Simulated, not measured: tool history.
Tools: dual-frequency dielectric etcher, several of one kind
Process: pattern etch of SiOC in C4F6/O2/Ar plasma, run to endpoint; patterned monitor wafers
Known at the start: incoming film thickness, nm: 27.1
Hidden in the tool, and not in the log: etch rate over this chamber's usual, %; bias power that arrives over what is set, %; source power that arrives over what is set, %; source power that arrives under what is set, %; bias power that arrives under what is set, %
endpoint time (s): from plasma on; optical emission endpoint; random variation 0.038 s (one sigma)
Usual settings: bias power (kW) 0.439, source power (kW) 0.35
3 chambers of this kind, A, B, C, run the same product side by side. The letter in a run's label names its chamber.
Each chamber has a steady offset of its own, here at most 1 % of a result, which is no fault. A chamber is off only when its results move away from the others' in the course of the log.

run	day	bias power (kW)	source power (kW)	hours since the last wet clean	hours since the last bias power generator calibration	hours since the last source power generator calibration	endpoint time (s)
1A	0.375	0.439	0.35	184.3	2544.4	1172.5	10.083
2C	0.829	0.439	0.35	205	2488.8	442.6	10.079
3B	1.212	0.439	0.35	154.3	1555.5	2666	9.9804
4B	1.588	0.439	0.35	163.3	1564.5	2675	10.003
5C	1.904	0.385	0.44	230.8	2514.6	468.4	9.748
6A	2.379	0.385	0.44	232.4	2592.5	1220.6	9.7187
7C	2.838	0.385	0.44	253.2	2537	490.8	9.6999
8A	3.217	0.439	0.35	252.5	2612.6	1240.7	10.125
9B	3.496	0.439	0.35	209.1	1610.3	2720.8	9.9823
10C	3.712	0.439	0.35	274.2	2558	511.8	10.042
11A	3.938	0.439	0.35	269.8	2629.9	1258	10.145
12B	4.4	0.476	0.35	230.8	1632	2742.5	9.6763
13C	4.85	0.476	0.35	301.5	2585.3	539.1	9.8165
14B	5.3	0.476	0.35	252.4	1653.6	2764.1	9.5917
15A	5.683	0.439	0.35	311.7	2671.8	1299.9	9.9559
16A	5.958	0.439	0.35	318.3	2678.4	1306.5	10.041
17C	6.321	0.394	0.38	336.8	2620.6	574.4	10.182
18B	6.742	0.394	0.38	287	1688.2	2798.7	10.102
19B	7.017	0.394	0.38	293.6	1694.8	2805.3	10.06
20C	7.375	0.439	0.35	362.1	2645.9	599.7	10.001
21A	7.788	0.439	0.35	362.2	2722.3	1350.4	9.8524
22C	8.292	0.439	0.35	384.1	2667.9	621.7	10.057
23B	8.675	0.483	0.35	333.4	1734.6	2845.1	9.5973
24A	9.083	0.483	0.35	393.3	2753.4	1381.5	9.5662
25A	9.354	0.483	0.35	399.8	2759.9	1388	9.5213
26B	9.833	0.439	0.35	361.2	1762.4	2872.9	9.9905
27C	10.167	0.439	0.35	429.1	2712.9	666.7	10.072
28A	10.408	0.439	0.35	425.1	2785.2	1413.3	9.8618
29B	10.75	0.439	0.35	383.2	1784.4	2894.9	9.9663
30C	11.062	0.439	0.35	450.6	2734.4	688.2	10.03
# day 11.317: chamber C: wet clean of the chamber
31B	11.317	0.439	0.35	396.8	1798	2908.5	9.9461
32A	11.704	0.439	0.35	456.2	2816.3	1444.4	9.7738
33C	12.146	0.439	0.35	20	2760.4	714.2	10.049
34C	12.367	0.439	0.35	25.3	2765.7	719.5	10.037
35B	12.667	0.439	0.35	429.2	1830.4	2940.9	9.9814
36A	12.883	0.439	0.35	484.5	2844.6	1472.7	9.7865
# day 12.946: chamber B: wet clean of the chamber
37A	13.158	0.439	0.35	491.1	2851.2	1479.3	9.7438
38B	13.421	0.439	0.35	11.4	1848.5	2959	9.9409
39C	13.779	0.439	0.35	59.2	2799.6	753.4	9.9427
40A	14.071	0.439	0.35	513	2873.1	1501.2	9.692

What goes on in this fleet: one chamber off, a drifting gauge, or nothing beyond the chambers' own small offsets? Name the chamber and the cause, if any.

Chamber A drifts away from the others.
Cause: etch rate over this chamber's usual, % = 4.61.

Here are 4 candidates for chamber A's next run, each the usual settings with a change, their results left as question marks. Which one brings its results back in line with what the others give on the usual settings?
In line means no further than this from the other chambers' mean on the usual settings: endpoint time (s) 0.13
41A-1	14.433	0.439	0.36				?
41A-2	14.433	0.439	0.38				?
41A-3	14.433	0.401	0.35				?
41A-4	14.433	0.434	0.35				?

The other chambers' mean on the usual settings: endpoint time (s) 10.016
run	endpoint time (s)
41A-1	9.6047
41A-2	9.4166
41A-3	10.032
41A-4	9.7453
41A-3 brings the chamber back in line.
